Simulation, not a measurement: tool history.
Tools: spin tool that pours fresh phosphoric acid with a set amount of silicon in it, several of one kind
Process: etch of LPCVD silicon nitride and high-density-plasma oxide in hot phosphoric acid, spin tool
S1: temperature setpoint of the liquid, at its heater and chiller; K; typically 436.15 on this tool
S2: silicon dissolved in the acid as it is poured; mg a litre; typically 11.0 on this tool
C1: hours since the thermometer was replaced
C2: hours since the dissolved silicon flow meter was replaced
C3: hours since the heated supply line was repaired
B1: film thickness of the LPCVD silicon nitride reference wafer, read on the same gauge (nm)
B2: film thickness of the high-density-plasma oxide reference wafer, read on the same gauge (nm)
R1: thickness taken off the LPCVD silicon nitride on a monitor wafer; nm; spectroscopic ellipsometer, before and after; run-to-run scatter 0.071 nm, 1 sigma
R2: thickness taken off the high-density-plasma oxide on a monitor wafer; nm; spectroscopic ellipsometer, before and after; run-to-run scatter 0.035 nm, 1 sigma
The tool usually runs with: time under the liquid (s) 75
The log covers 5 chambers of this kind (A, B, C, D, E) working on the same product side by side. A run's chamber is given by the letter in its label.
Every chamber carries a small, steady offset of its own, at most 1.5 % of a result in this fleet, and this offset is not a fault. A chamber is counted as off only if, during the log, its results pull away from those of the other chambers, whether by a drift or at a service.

Run 1D, hour 2.0: usual settings; C1 830.8; C2 870.0; C3 3429.1; B1 120.04; B2 130.01. Result: R1 7.3850 nm, R2 0.23415 nm.
Run 2B, hour 4.2: usual settings; C1 1022.5; C2 577.6; C3 2159.3; B1 120.01; B2 130.01. Result: R1 7.3759 nm, R2 0.20322 nm.
Run 3A, hour 7.9: usual settings; C1 626.5; C2 516.4; C3 421.4; B1 120.01; B2 130.00. Result: R1 7.2370 nm, R2 0.26671 nm.
Run 4C, hour 11.0: usual settings; C1 1818.8; C2 336.1; C3 1469.5; B1 120.02; B2 130.01. Result: R1 7.2638 nm, R2 0.26732 nm.
Run 5E, hour 14.6: usual settings; C1 863.0; C2 415.8; C3 1857.3; B1 119.99; B2 130.01. Result: R1 7.2594 nm, R2 0.27241 nm.
Run 6E, hour 16.8: usual settings; C1 865.2; C2 418.0; C3 1859.5; B1 119.98; B2 130.02. Result: R1 7.3947 nm, R2 0.20533 nm.
Run 7B, hour 20.9: usual settings; C1 1039.2; C2 594.3; C3 2176.0; B1 119.99; B2 130.01. Result: R1 7.3633 nm, R2 0.22197 nm.
Run 8A, hour 23.3: usual settings; C1 641.9; C2 531.8; C3 436.8; B1 120.01; B2 130.01. Result: R1 7.3498 nm, R2 0.21438 nm.
Run 9C, hour 26.7: usual settings but time under the liquid (s) 50; C1 1834.5; C2 351.8; C3 1485.2; B1 119.99; B2 129.99. Result: R1 4.8089 nm, R2 0.17930 nm.
Run 10D, hour 28.6: usual settings but time under the liquid (s) 50; C1 857.4; C2 896.6; C3 3455.7; B1 119.99; B2 130.00. Result: R1 4.8346 nm, R2 0.17362 nm.
Run 11B, hour 31.7: usual settings but time under the liquid (s) 50; C1 1050.0; C2 605.1; C3 2186.8; B1 120.01; B2 130.01. Result: R1 4.9363 nm, R2 0.14640 nm.
Run 12D, hour 34.2: usual settings but time under the liquid (s) 50; C1 863.0; C2 902.2; C3 3461.3; B1 119.99; B2 129.99. Result: R1 4.9010 nm, R2 0.14889 nm.
Run 13E, hour 37.0: usual settings but time under the liquid (s) 50; C1 885.4; C2 438.2; C3 1879.7; B1 120.02; B2 130.01. Result: R1 4.8640 nm, R2 0.21102 nm.
Run 14C, hour 39.4: usual settings; C1 1847.2; C2 364.5; C3 1497.9; B1 120.00; B2 130.00. Result: R1 7.2124 nm, R2 0.31513 nm.
Run 15A, hour 43.3: usual settings; C1 661.9; C2 551.8; C3 456.8; B1 119.98; B2 129.99. Result: R1 7.2669 nm, R2 0.25216 nm.
Run 16D, hour 46.1: usual settings; C1 874.9; C2 914.1; C3 3473.2; B1 120.01; B2 129.99. Result: R1 7.2281 nm, R2 0.23703 nm.
Run 17A, hour 50.1: usual settings; C1 668.7; C2 558.6; C3 463.6; B1 119.97; B2 129.99. Result: R1 7.2019 nm, R2 0.21563 nm.
Run 18C, hour 54.1: usual settings; C1 1861.9; C2 379.2; C3 1512.6; B1 119.99; B2 130.00. Result: R1 7.1455 nm, R2 0.28899 nm.
Run 19B, hour 57.4: usual settings; C1 1075.7; C2 630.8; C3 2212.5; B1 120.00; B2 129.99. Result: R1 7.3267 nm, R2 0.25452 nm.
Run 20E, hour 61.3: usual settings; C1 909.7; C2 462.5; C3 1904.0; B1 119.99; B2 129.98. Result: R1 7.2942 nm, R2 0.23119 nm.
At hour 63.3: chamber D: thermometer replaced.
Run 21C, hour 65.2: usual settings; C1 1873.0; C2 390.3; C3 1523.7; B1 119.98; B2 129.99. Result: R1 7.2967 nm, R2 0.27339 nm.
Run 22B, hour 69.0: usual settings; C1 1087.3; C2 642.4; C3 2224.1; B1 120.03; B2 130.01. Result: R1 7.3594 nm, R2 0.28014 nm.
Run 23E, hour 73.1: usual settings; C1 921.5; C2 474.3; C3 1915.8; B1 119.99; B2 129.98. Result: R1 7.2813 nm, R2 0.23784 nm.
Run 24A, hour 75.2: usual settings; C1 693.8; C2 583.7; C3 488.7; B1 120.03; B2 130.00. Result: R1 7.3258 nm, R2 0.21405 nm.
Run 25D, hour 78.6: usual settings; C1 15.4; C2 946.6; C3 3505.7; B1 119.97; B2 129.99. Result: R1 7.2861 nm, R2 0.25926 nm.
Run 26B, hour 82.3: usual settings but S1 438.15 K, S2 5.5 mg a litre; C1 1100.6; C2 655.7; C3 2237.4; B1 120.02; B2 129.98. Result: R1 7.8178 nm, R2 0.38553 nm.
Run 27C, hour 84.4: usual settings but S1 438.15 K, S2 5.5 mg a litre; C1 1892.2; C2 409.5; C3 1542.9; B1 119.97; B2 130.00. Result: R1 7.6858 nm, R2 0.36431 nm.
Run 28A, hour 86.7: usual settings but S1 438.15 K, S2 5.5 mg a litre; C1 705.3; C2 595.2; C3 500.2; B1 119.99; B2 129.99. Result: R1 7.8600 nm, R2 0.24387 nm.
Run 29D, hour 89.8: usual settings but S1 438.15 K, S2 5.5 mg a litre; C1 26.6; C2 957.8; C3 3516.9; B1 120.01; B2 130.01. Result: R1 7.5777 nm, R2 0.37014 nm.
Run 30E, hour 91.7: usual settings but S1 438.15 K, S2 5.5 mg a litre; C1 940.1; C2 492.9; C3 1934.4; B1 120.02; B2 129.99. Result: R1 7.9549 nm, R2 0.32336 nm.
Run 31B, hour 95.9: usual settings but S1 433.65 K; C1 1114.2; C2 669.3; C3 2251.0; B1 119.97; B2 130.01. Result: R1 6.8419 nm, R2 0.19486 nm.
Run 32E, hour 99.7: usual settings but S1 433.65 K; C1 948.1; C2 500.9; C3 1942.4; B1 120.00; B2 130.01. Result: R1 6.7328 nm, R2 0.22766 nm.
Run 33C, hour 102.5: usual settings but S1 433.65 K; C1 1910.3; C2 427.6; C3 1561.0; B1 120.01; B2 129.99. Result: R1 6.7015 nm, R2 0.20919 nm.
Run 34A, hour 105.6: usual settings but S1 433.65 K; C1 724.2; C2 614.1; C3 519.1; B1 119.99; B2 130.01. Result: R1 6.7834 nm, R2 0.18501 nm.
Run 35D, hour 108.9: usual settings but S1 433.65 K; C1 45.7; C2 976.9; C3 3536.0; B1 119.99; B2 130.00. Result: R1 6.6532 nm, R2 0.24861 nm.
Run 36C, hour 113.0: usual settings; C1 1920.8; C2 438.1; C3 1571.5; B1 120.02; B2 130.02. Result: R1 7.2150 nm, R2 0.19172 nm.
Run 37B, hour 116.8: usual settings; C1 1135.1; C2 690.2; C3 2271.9; B1 119.98; B2 130.00. Result: R1 7.3867 nm, R2 0.28983 nm.

The same settings go to every chamber for the next run, one line per chamber below. Forecast the results for each:
Run 38A, hour 119.9: usual settings but S1 438.15 K. Result: R1 ?, R2 ?.
Run 38B, hour 119.9: usual settings but S1 438.15 K. Result: R1 ?, R2 ?.
Run 38C, hour 119.9: usual settings but S1 438.15 K. Result: R1 ?, R2 ?.
Run 38D, hour 119.9: usual settings but S1 438.15 K. Result: R1 ?, R2 ?.
Run 38E, hour 119.9: usual settings but S1 438.15 K. Result: R1 ?, R2 ?.

run      R1       R2
38A  7.8018  0.21835
38B  7.9228  0.27926
38C  7.7613  0.27888
38D  7.8938  0.27656
38E  7.8343  0.26254
